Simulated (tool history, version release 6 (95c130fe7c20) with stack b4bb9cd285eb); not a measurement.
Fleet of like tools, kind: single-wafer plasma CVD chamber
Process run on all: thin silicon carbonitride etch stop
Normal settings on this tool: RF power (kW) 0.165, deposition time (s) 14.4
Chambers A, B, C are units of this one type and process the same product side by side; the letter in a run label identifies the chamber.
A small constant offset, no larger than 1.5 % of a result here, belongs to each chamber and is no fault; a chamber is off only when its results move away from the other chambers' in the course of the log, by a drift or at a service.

run,hour,RF power (kW),deposition time (s),"read-back reference wafer on the same gauge, thickness_nm",mean film thickness on the monitor wafer (nm)
1C,4.6,0.165,14.4,9.0628,7.7360
2B,12.1,0.165,14.4,9.0710,7.8210
3A,17.0,0.165,14.4,9.0636,7.8015
4C,22.0,0.165,14.4,9.0646,7.9434
5A,26.8,0.165,14.4,9.0727,7.7378
6B,30.6,0.165,14.4,9.0552,7.7468
7C,36.8,0.165,14.4,9.0621,7.8512
8B,41.6,0.165,14.4,9.0565,7.7967
9A,47.3,0.165,14.4,9.0651,7.7718
10C,53.3,0.165,14.4,9.0821,7.8488
11A,61.1,0.165,14.4,9.0503,7.7770
12B,66.9,0.165,14.4,9.0564,7.8501
13A,74.2,0.165,16.5,9.0413,8.8489
14B,79.9,0.165,16.5,9.0741,8.9226
15C,88.9,0.165,16.5,9.0592,8.9567
16A,95.8,0.145,15.6,9.0633,8.0765
17B,101.4,0.145,15.6,9.0562,8.0481
18C,105.3,0.145,15.6,9.0567,8.1108
19A,112.7,0.165,14.4,9.0614,7.7817
20C,117.3,0.165,14.4,9.0478,7.8273
21B,121.4,0.165,14.4,9.0587,7.8534
22C,128.0,0.165,14.4,9.0633,7.7961
23B,134.6,0.165,14.4,9.0571,7.7918
24A,140.7,0.165,14.4,9.0705,7.6644
25A,146.0,0.165,14.4,9.0770,7.7742
# hour 151.4: chamber A: thermocouple changed; heater temperature recalibrated
26B,151.4,0.165,14.4,9.0579,7.7456
27C,158.9,0.165,14.4,9.0661,7.8232
28B,165.9,0.165,14.4,9.0559,7.7838
29C,171.9,0.165,14.4,9.0599,7.8854
30A,179.1,0.165,14.4,9.0620,7.7667
31A,186.8,0.165,14.4,9.0559,7.8130
32B,194.0,0.165,14.4,9.0624,7.7441
33C,202.6,0.165,14.4,9.0580,7.8489
# hour 204.8: chamber C: thermocouple changed; heater temperature recalibrated
34A,210.2,0.165,12.3,9.0579,6.6292
35B,214.7,0.165,12.3,9.0724,6.5835
36C,222.6,0.165,12.3,9.0592,6.6863
37B,227.2,0.165,14.4,9.0584,7.7968
38A,235.1,0.135,16.3,9.0646,8.2215
39C,240.3,0.135,16.3,9.0462,8.3249
40C,244.4,0.135,16.3,9.0565,8.3167
41B,249.9,0.165,14.4,9.0590,7.8239
42A,256.6,0.135,14.4,9.0481,7.3135
43A,262.0,0.135,14.4,9.0677,7.3090

Next, all 3 chambers run the settings below, one line each with question marks for the results. What does each chamber give?
44A,268.5,0.165,14.4,,?
44B,268.5,0.165,14.4,,?
44C,268.5,0.165,14.4,,?

run,mean film thickness on the monitor wafer (nm)
44A,7.8000
44B,7.7398
44C,7.8809
